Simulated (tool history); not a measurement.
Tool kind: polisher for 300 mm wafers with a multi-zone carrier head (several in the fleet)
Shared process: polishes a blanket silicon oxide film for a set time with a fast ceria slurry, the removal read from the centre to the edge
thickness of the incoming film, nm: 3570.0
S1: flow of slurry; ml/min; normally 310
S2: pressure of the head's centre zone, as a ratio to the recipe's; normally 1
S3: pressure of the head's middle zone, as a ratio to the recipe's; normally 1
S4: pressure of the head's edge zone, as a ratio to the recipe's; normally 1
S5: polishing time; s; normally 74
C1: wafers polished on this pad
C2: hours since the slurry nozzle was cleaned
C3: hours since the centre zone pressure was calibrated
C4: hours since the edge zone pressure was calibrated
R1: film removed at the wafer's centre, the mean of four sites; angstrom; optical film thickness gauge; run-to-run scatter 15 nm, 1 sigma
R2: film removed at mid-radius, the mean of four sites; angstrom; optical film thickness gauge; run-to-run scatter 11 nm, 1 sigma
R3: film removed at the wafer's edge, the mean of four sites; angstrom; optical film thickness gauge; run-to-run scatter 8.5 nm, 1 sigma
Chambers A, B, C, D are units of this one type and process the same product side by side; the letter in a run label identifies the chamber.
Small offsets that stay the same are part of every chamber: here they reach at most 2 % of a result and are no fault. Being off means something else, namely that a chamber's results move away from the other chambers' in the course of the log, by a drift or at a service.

-- hour=6.8 chamber A: worn pad replaced by a new one
run 1C hour=11.7 | S1=310 S2=1 S3=1 S4=1 S5=74 | C1=563 C2=83.7 C3=467 C4=330.6 | R1=12631 R2=12662 R3=12765
run 2A hour=20.5 | S1=310 S2=1 S3=1 S4=1 S5=74 | C1=111 C2=151 C3=873.5 C4=168.1 | R1=12707 R2=12655 R3=12816
-- hour=30.1 chamber C: worn pad replaced by a new one
run 3D hour=32.5 | S1=310 S2=1 S3=1 S4=1 S5=74 | C1=552 C2=82.9 C3=455.8 C4=800.3 | R1=12937 R2=12764 R3=12612
run 4B hour=43.7 | S1=310 S2=1 S3=1 S4=1 S5=74 | C1=769 C2=114.3 C3=475.2 C4=367 | R1=12698 R2=12498 R3=12695
run 5C hour=56.2 | S1=310 S2=1 S3=1 S4=1 S5=74 | C1=213 C2=128.2 C3=511.5 C4=375.1 | R1=12563 R2=12646 R3=12784
-- hour=58.7 chamber C: edge zone pressure recalibrated
run 6A hour=66.7 | S1=310 S2=1 S3=1 S4=1 S5=74 | C1=487 C2=197.2 C3=919.7 C4=214.3 | R1=12829 R2=12617 R3=12748
run 7B hour=80 | S1=310 S2=1 S3=1 S4=1 S5=74 | C1=1065 C2=150.6 C3=511.5 C4=403.3 | R1=12466 R2=12706 R3=12762
-- hour=85.2 chamber B: worn pad replaced by a new one
-- hour=86.7 chamber D: edge zone pressure recalibrated
run 8D hour=88.2 | S1=310 S2=1 S3=1 S4=1 S5=74 | C1=1005 C2=138.6 C3=511.5 C4=1.6 | R1=12609 R2=12656 R3=12289
-- hour=89.4 chamber B: centre zone pressure recalibrated
-- hour=93.5 chamber A: worn pad replaced by a new one
run 9A hour=101.9 | S1=375 S2=1 S3=1 S4=1.12 S5=74 | C1=68 C2=232.4 C3=954.9 C4=249.5 | R1=12777 R2=13091 R3=13574
-- hour=105.7 chamber C: worn pad replaced by a new one
-- hour=109.5 chamber D: centre zone pressure recalibrated
run 10D hour=111.1 | S1=375 S2=1 S3=1 S4=1.12 S5=74 | C1=1191 C2=161.5 C3=1.7 C4=24.5 | R1=12840 R2=12767 R3=13267
run 11B hour=117.3 | S1=375 S2=1 S3=1 S4=1.12 S5=74 | C1=261 C2=187.9 C3=27.9 C4=440.6 | R1=12890 R2=12855 R3=13617
run 12C hour=124.6 | S1=375 S2=1 S3=1 S4=1.12 S5=74 | C1=154 C2=196.6 C3=579.9 C4=65.9 | R1=13055 R2=12742 R3=13760
run 13B hour=134.4 | S1=310 S2=1 S3=1 S4=1 S5=74 | C1=400 C2=205 C3=45 C4=457.7 | R1=12925 R2=12674 R3=12682
run 14C hour=148.6 | S1=310 S2=1 S3=1 S4=1 S5=74 | C1=349 C2=220.6 C3=603.9 C4=89.9 | R1=12710 R2=12592 R3=12672
-- hour=158.8 chamber B: edge zone pressure recalibrated
run 15A hour=162.8 | S1=310 S2=1 S3=1 S4=1 S5=74 | C1=564 C2=293.3 C3=1015.8 C4=310.4 | R1=12744 R2=12723 R3=12647
run 16D hour=172.4 | S1=310 S2=1 S3=1 S4=1 S5=74 | C1=1690 C2=222.8 C3=63 C4=85.8 | R1=12283 R2=12633 R3=12133
run 17D hour=179 | S1=310 S2=1 S3=1 S4=1.06 S5=74 | C1=1744 C2=229.4 C3=69.6 C4=92.4 | R1=12191 R2=12373 R3=12487
-- hour=182 chamber A: worn pad replaced by a new one
run 18B hour=193 | S1=310 S2=1 S3=1 S4=1.06 S5=74 | C1=877 C2=263.6 C3=103.6 C4=34.2 | R1=12652 R2=12719 R3=13136
-- hour=196.8 chamber C: worn pad replaced by a new one
run 19C hour=202 | S1=310 S2=1 S3=1 S4=1.06 S5=74 | C1=42 C2=274 C3=657.3 C4=143.3 | R1=12476 R2=12782 R3=12993
run 20A hour=211.5 | S1=310 S2=1 S3=1 S4=1.06 S5=74 | C1=240 C2=342 C3=1064.5 C4=359.1 | R1=12698 R2=12882 R3=13097
run 21D hour=221.1 | S1=310 S2=1 S3=1 S4=1 S5=74 | C1=2086 C2=271.5 C3=111.7 C4=134.5 | R1=12224 R2=12308 R3=11996
run 22C hour=230.5 | S1=310 S2=1 S3=1 S4=1 S5=74 | C1=274 C2=302.5 C3=685.8 C4=171.8 | R1=12515 R2=12737 R3=12907
run 23B hour=238.3 | S1=310 S2=1 S3=1 S4=1 S5=74 | C1=1245 C2=308.9 C3=148.9 C4=79.5 | R1=12759 R2=12644 R3=12583
-- hour=241.6 chamber B: worn pad replaced by a new one
-- hour=245.5 chamber D: slurry nozzle cleaned
-- hour=247.9 chamber C: slurry nozzle cleaned
run 24A hour=248.5 | S1=310 S2=1 S3=1 S4=1 S5=74 | C1=541 C2=379 C3=1101.5 C4=396.1 | R1=12484 R2=12718 R3=12607
-- hour=249.4 chamber A: slurry nozzle cleaned
run 25C hour=260.2 | S1=310 S2=1 S3=1 S4=1 S5=74 | C1=516 C2=12.3 C3=715.5 C4=201.5 | R1=12557 R2=12657 R3=12749
-- hour=262.7 chamber A: worn pad replaced by a new one
run 26D hour=273.6 | S1=310 S2=1 S3=1 S4=1 S5=74 | C1=2513 C2=28.2 C3=164.2 C4=187 | R1=12192 R2=12081 R3=11750
-- hour=275.3 chamber B: slurry nozzle cleaned
run 27B hour=280.1 | S1=310 S2=1 S3=1 S4=1 S5=74 | C1=313 C2=4.8 C3=190.7 C4=121.3 | R1=12701 R2=12719 R3=12728
run 28A hour=287.6 | S1=310 S2=1 S3=1 S4=1 S5=93 | C1=202 C2=38.2 C3=1140.6 C4=435.2 | R1=15880 R2=16042 R3=16059
-- hour=295.8 chamber C: worn pad replaced by a new one
run 29D hour=299.5 | S1=310 S2=1 S3=1 S4=1 S5=93 | C1=2724 C2=54.1 C3=190.1 C4=212.9 | R1=15082 R2=15313 R3=14679
run 30C hour=310.1 | S1=310 S2=1 S3=1 S4=1 S5=93 | C1=116 C2=62.2 C3=765.4 C4=251.4 | R1=15593 R2=16051 R3=16124

For the next run the whole fleet of 4 chambers uses the same settings. Give each chamber's results:
run 31A hour=320.4 | S1=310 S2=1 S3=1 S4=1 S5=74 | R1=? R2=? R3=?
run 31B hour=320.4 | S1=310 S2=1 S3=1 S4=1 S5=74 | R1=? R2=? R3=?
run 31C hour=320.4 | S1=310 S2=1 S3=1 S4=1 S5=74 | R1=? R2=? R3=?
run 31D hour=320.4 | S1=310 S2=1 S3=1 S4=1 S5=74 | R1=? R2=? R3=?

run=31A R1=12737 R2=12527 R3=12738
run=31B R1=12575 R2=12591 R3=12811
run=31C R1=12419 R2=12772 R3=12716
run=31D R1=11932 R2=12134 R3=11706

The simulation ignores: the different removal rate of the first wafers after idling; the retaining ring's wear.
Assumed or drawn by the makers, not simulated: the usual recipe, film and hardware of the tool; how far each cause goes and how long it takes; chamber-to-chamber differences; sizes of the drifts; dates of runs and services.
